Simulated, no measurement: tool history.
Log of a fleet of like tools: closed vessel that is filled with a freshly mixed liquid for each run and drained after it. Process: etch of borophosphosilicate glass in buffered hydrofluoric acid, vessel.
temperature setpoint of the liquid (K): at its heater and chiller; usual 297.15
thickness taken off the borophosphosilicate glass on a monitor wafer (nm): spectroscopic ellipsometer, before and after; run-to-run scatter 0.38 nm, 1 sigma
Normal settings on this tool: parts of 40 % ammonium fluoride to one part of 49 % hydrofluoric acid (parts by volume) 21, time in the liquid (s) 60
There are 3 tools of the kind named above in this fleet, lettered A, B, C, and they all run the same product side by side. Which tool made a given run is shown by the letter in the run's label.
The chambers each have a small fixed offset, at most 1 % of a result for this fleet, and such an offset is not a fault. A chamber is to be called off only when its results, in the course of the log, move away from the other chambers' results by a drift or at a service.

run   hour  temperature setpoint of the liquid (K)  parts of 40 % ammonium fluoride to one part of 49 % hydrofluoric acid (parts by volume)  time in the liquid (s)  hours since the thermometer was replaced  hours since the hydrofluoric acid flow meter was replaced  read-back film thickness of the borophosphosilicate glass reference wafer, read on the same gauge (nm)  thickness taken off the borophosphosilicate glass on a monitor wafer (nm)
 1A    4.7                                  297.15                                                                                       21                      60                                      76.9                                                      736.6                                                                                                  70.012                                                                      67.75
 2C    8.6                                  297.15                                                                                       21                      60                                     498.4                                                       14.6                                                                                                  69.987                                                                     67.268
 3B   13.3                                  297.15                                                                                       21                      60                                    1880.7                                                      777.6                                                                                                  69.986                                                                     66.688
 4C   18.5                                  297.15                                                                                       21                      60                                     508.3                                                       24.5                                                                                                  69.983                                                                      68.45
 5A   27.2                                  297.15                                                                                       21                      60                                      99.4                                                      759.1                                                                                                  70.038                                                                     67.614
 6B   35.3                                  297.15                                                                                       21                      60                                    1902.7                                                      799.6                                                                                                   70.02                                                                     66.739
 7C   43.5                                  297.15                                                                                       21                      60                                     533.3                                                       49.5                                                                                                  70.031                                                                     67.626
      44.8  -- chamber C: thermometer replaced
 8B   48.7                                  297.15                                                                                       21                      60                                    1916.1                                                        813                                                                                                      70                                                                     66.303
 9A   55.3                                  297.15                                                                                       21                      60                                     127.5                                                      787.2                                                                                                  70.004                                                                     67.566
10A     62                                  297.15                                                                                       21                      60                                     134.2                                                      793.9                                                                                                  69.995                                                                     68.104
11B   67.4                                  297.15                                                                                       21                      60                                    1934.8                                                      831.7                                                                                                  70.004                                                                     66.933
12C   72.8                                  297.15                                                                                       29                      60                                      28.1                                                       78.8                                                                                                  69.966                                                                     54.204
13B   77.8                                  297.15                                                                                       29                      60                                    1945.2                                                      842.1                                                                                                   69.98                                                                     53.183
14A   84.3                                  297.15                                                                                       29                      60                                     156.5                                                      816.2                                                                                                  70.023                                                                     54.136
15C   88.6                                  297.15                                                                                       21                      60                                      43.9                                                       94.6                                                                                                  69.994                                                                      67.52
16B   96.9                                  297.15                                                                                       21                      60                                    1964.3                                                      861.2                                                                                                  70.035                                                                     66.327
17A  101.2                                  297.15                                                                                       21                      60                                     173.4                                                      833.1                                                                                                  70.009                                                                     68.007
18C    105                                  297.15                                                                                       21                      60                                      60.3                                                        111                                                                                                  69.984                                                                     67.413
19C  113.6                                  297.15                                                                                       21                      60                                      68.9                                                      119.6                                                                                                  69.993                                                                     67.422
20A  118.1                                  297.15                                                                                       21                      60                                     190.3                                                        850                                                                                                  70.005                                                                     69.034
21B  126.2                                  297.15                                                                                       21                      60                                    1993.6                                                      890.5                                                                                                      70                                                                     67.126
22C  131.2                                  297.15                                                                                       21                      60                                      86.5                                                      137.2                                                                                                  69.997                                                                     67.607
23B  139.5                                  297.15                                                                                       21                      60                                    2006.9                                                      903.8                                                                                                  69.986                                                                         67
24A  145.7                                  297.15                                                                                       21                      60                                     217.9                                                      877.6                                                                                                  70.013                                                                     68.862
25A  154.4                                  297.15                                                                                       21                      60                                     226.6                                                      886.3                                                                                                  70.011                                                                     69.761
26B  160.5                                  297.15                                                                                       21                      60                                    2027.9                                                      924.8                                                                                                  69.964                                                                      66.75
27C  169.3                                  297.15                                                                                       21                      60                                     124.6                                                      175.3                                                                                                  70.031                                                                     67.688
28C    175                                  297.15                                                                                       21                      60                                     130.3                                                        181                                                                                                  69.985                                                                     67.684
29B  182.1                                  297.15                                                                                       21                      60                                    2049.5                                                      946.4                                                                                                  69.964                                                                     66.448
30A  188.6                                  297.15                                                                                       21                      60                                     260.8                                                      920.5                                                                                                  70.008                                                                     69.992
31B  195.1                                  297.15                                                                                       21                      60                                    2062.5                                                      959.4                                                                                                  70.019                                                                     66.834
32A    202                                  297.15                                                                                       21                      60                                     274.2                                                      933.9                                                                                                  69.944                                                                      70.45
33C  205.9                                  297.15                                                                                       21                      60                                     161.2                                                      211.9                                                                                                  70.008                                                                     67.879
34A  213.9                                  297.15                                                                                       21                      60                                     286.1                                                      945.8                                                                                                  70.055                                                                     70.178
35C  221.5                                  297.15                                                                                       21                      60                                     176.8                                                      227.5                                                                                                  69.985                                                                     66.396
36B    226                                  300.65                                                                                       21                      60                                    2093.4                                                      990.3                                                                                                  70.003                                                                     80.993
37A  233.6                                  300.65                                                                                       21                      60                                     305.8                                                      965.5                                                                                                  70.028                                                                     86.074
38C  238.8                                  300.65                                                                                       21                      60                                     194.1                                                      244.8                                                                                                  69.982                                                                     81.492
39B  247.4                                  301.65                                                                                       21                      80                                    2114.8                                                     1011.7                                                                                                  69.975                                                                     114.43
40A  255.8                                  301.65                                                                                       21                      80                                       328                                                      987.7                                                                                                  69.998                                                                      121.5
41B  259.8                                  301.65                                                                                       21                      80                                    2127.2                                                     1024.1                                                                                                  69.982                                                                     112.55
42C  265.3                                  297.15                                                                                       21                      60                                     220.6                                                      271.3                                                                                                  69.982                                                                     67.904
43C  271.3                                  297.15                                                                                       21                      60                                     226.6                                                      277.3                                                                                                  70.027                                                                     67.433

Next, every chamber runs the same settings. What will each give?
44A  277.6                                  298.65                                                                                       21                      60                                                                                                                                                                                                                                                                                       ?
44B  277.6                                  298.65                                                                                       21                      60                                                                                                                                                                                                                                                                                       ?
44C  277.6                                  298.65                                                                                       21                      60                                                                                                                                                                                                                                                                                       ?

run  thickness taken off the borophosphosilicate glass on a monitor wafer (nm)
44A                                                                     79.433
44B                                                                     71.579
44C                                                                     73.588
